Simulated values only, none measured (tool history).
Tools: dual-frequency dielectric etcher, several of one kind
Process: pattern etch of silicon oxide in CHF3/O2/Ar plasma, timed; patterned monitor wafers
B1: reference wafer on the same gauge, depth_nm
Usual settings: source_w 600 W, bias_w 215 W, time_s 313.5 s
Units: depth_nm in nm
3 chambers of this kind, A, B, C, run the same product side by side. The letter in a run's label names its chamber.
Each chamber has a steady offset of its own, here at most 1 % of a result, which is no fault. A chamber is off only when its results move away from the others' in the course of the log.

{"run": "1A", "hour": 8.3, "source_w": 600, "bias_w": 215, "time_s": 313.5, "B1": 730.96, "depth_nm": 657.53}
{"run": "2B", "hour": 18.8, "source_w": 600, "bias_w": 215, "time_s": 313.5, "B1": 731.12, "depth_nm": 664.33}
{"run": "3C", "hour": 30.7, "source_w": 600, "bias_w": 215, "time_s": 313.5, "B1": 730.36, "depth_nm": 649.78}
{"run": "4B", "hour": 41.4, "source_w": 600, "bias_w": 215, "time_s": 313.5, "B1": 731.53, "depth_nm": 668.44}
{"run": "5A", "hour": 50.8, "source_w": 600, "bias_w": 215, "time_s": 313.5, "B1": 731.25, "depth_nm": 662.82}
{"run": "6C", "hour": 61.8, "source_w": 600, "bias_w": 215, "time_s": 313.5, "B1": 730.7, "depth_nm": 642.55}
{"run": "7B", "hour": 70.7, "source_w": 600, "bias_w": 263, "time_s": 275.0, "B1": 731.2, "depth_nm": 626.17}
{"hour": 75.7, "done": "chamber C: wet clean of the chamber"}
{"run": "8A", "hour": 82.5, "source_w": 600, "bias_w": 263, "time_s": 275.0, "B1": 731.6, "depth_nm": 627.72}
{"run": "9C", "hour": 90.1, "source_w": 600, "bias_w": 263, "time_s": 275.0, "B1": 730.83, "depth_nm": 610.43}
{"run": "10A", "hour": 98.4, "source_w": 600, "bias_w": 215, "time_s": 313.5, "B1": 730.49, "depth_nm": 658.11}
{"run": "11C", "hour": 110.2, "source_w": 600, "bias_w": 215, "time_s": 313.5, "B1": 732.52, "depth_nm": 649.66}
{"run": "12B", "hour": 115.7, "source_w": 600, "bias_w": 215, "time_s": 313.5, "B1": 731.25, "depth_nm": 667.81}
{"run": "13B", "hour": 127.5, "source_w": 600, "bias_w": 215, "time_s": 313.5, "B1": 731.21, "depth_nm": 677.34}
{"run": "14C", "hour": 138.7, "source_w": 600, "bias_w": 215, "time_s": 313.5, "B1": 731.01, "depth_nm": 643.45}
{"run": "15A", "hour": 148.0, "source_w": 600, "bias_w": 215, "time_s": 313.5, "B1": 731.14, "depth_nm": 652.32}
{"run": "16A", "hour": 157.7, "source_w": 600, "bias_w": 215, "time_s": 313.5, "B1": 731.57, "depth_nm": 649.68}
{"run": "17C", "hour": 168.6, "source_w": 600, "bias_w": 215, "time_s": 313.5, "B1": 731.79, "depth_nm": 643.5}
{"run": "18B", "hour": 178.0, "source_w": 600, "bias_w": 215, "time_s": 313.5, "B1": 730.52, "depth_nm": 678.38}
{"run": "19C", "hour": 185.0, "source_w": 600, "bias_w": 215, "time_s": 313.5, "B1": 731.13, "depth_nm": 654.13}
{"run": "20B", "hour": 195.4, "source_w": 740, "bias_w": 188, "time_s": 313.5, "B1": 731.0, "depth_nm": 701.85}
{"run": "21A", "hour": 206.2, "source_w": 740, "bias_w": 188, "time_s": 313.5, "B1": 730.85, "depth_nm": 687.49}
{"run": "22A", "hour": 212.2, "source_w": 740, "bias_w": 188, "time_s": 313.5, "B1": 731.27, "depth_nm": 678.38}
{"run": "23C", "hour": 222.1, "source_w": 600, "bias_w": 215, "time_s": 313.5, "B1": 731.04, "depth_nm": 652.84}
{"run": "24B", "hour": 231.5, "source_w": 600, "bias_w": 215, "time_s": 313.5, "B1": 731.17, "depth_nm": 676.43}
{"run": "25C", "hour": 238.5, "source_w": 600, "bias_w": 215, "time_s": 313.5, "B1": 729.69, "depth_nm": 650.12}
{"run": "26B", "hour": 250.4, "source_w": 600, "bias_w": 215, "time_s": 313.5, "B1": 731.6, "depth_nm": 687.23}
{"run": "27A", "hour": 258.9, "source_w": 600, "bias_w": 215, "time_s": 313.5, "B1": 731.6, "depth_nm": 656.13}
{"run": "28C", "hour": 266.6, "source_w": 600, "bias_w": 215, "time_s": 313.5, "B1": 731.41, "depth_nm": 652.54}
{"run": "29A", "hour": 276.1, "source_w": 600, "bias_w": 215, "time_s": 313.5, "B1": 729.84, "depth_nm": 661.66}
{"hour": 283.4, "done": "chamber B: bias power generator calibrated"}
{"run": "30B", "hour": 284.9, "source_w": 600, "bias_w": 215, "time_s": 313.5, "B1": 729.55, "depth_nm": 685.88}
{"run": "31A", "hour": 294.9, "source_w": 600, "bias_w": 242, "time_s": 388.5, "B1": 730.9, "depth_nm": 838.72}
{"run": "32B", "hour": 302.7, "source_w": 600, "bias_w": 242, "time_s": 388.5, "B1": 731.57, "depth_nm": 886.28}
{"run": "33C", "hour": 313.0, "source_w": 600, "bias_w": 242, "time_s": 388.5, "B1": 731.83, "depth_nm": 838.5}
{"run": "34C", "hour": 319.9, "source_w": 600, "bias_w": 215, "time_s": 313.5, "B1": 731.51, "depth_nm": 648.6}

Is one chamber off against the others, does the gauge drift, or is nothing wrong? If a chamber is off, say which, and what the likeliest cause is.

Chamber B drifts away from the others.
Cause: etch rate over this chamber's usual, % = 4.58.

Here are 4 candidates for chamber B's next run, each the usual settings with a change, their results left as question marks. Which one brings its results back in line with what the others give on the usual settings?
In line means no further than this from the other chambers' mean on the usual settings: depth_nm 16.00 nm
{"run": "35B-1", "hour": 328.8, "source_w": 600, "bias_w": 215, "time_s": 282.0, "depth_nm": "?"}
{"run": "35B-2", "hour": 328.8, "source_w": 510, "bias_w": 215, "time_s": 313.5, "depth_nm": "?"}
{"run": "35B-3", "hour": 328.8, "source_w": 600, "bias_w": 215, "time_s": 345.0, "depth_nm": "?"}
{"run": "35B-4", "hour": 328.8, "source_w": 600, "bias_w": 250, "time_s": 313.5, "depth_nm": "?"}

The other chambers' mean on the usual settings: depth_nm 654.89 nm
run=35B-1 depth_nm=621.34
run=35B-2 depth_nm=649.34
run=35B-3 depth_nm=760.15
run=35B-4 depth_nm=729.00
35B-2 brings the chamber back in line.

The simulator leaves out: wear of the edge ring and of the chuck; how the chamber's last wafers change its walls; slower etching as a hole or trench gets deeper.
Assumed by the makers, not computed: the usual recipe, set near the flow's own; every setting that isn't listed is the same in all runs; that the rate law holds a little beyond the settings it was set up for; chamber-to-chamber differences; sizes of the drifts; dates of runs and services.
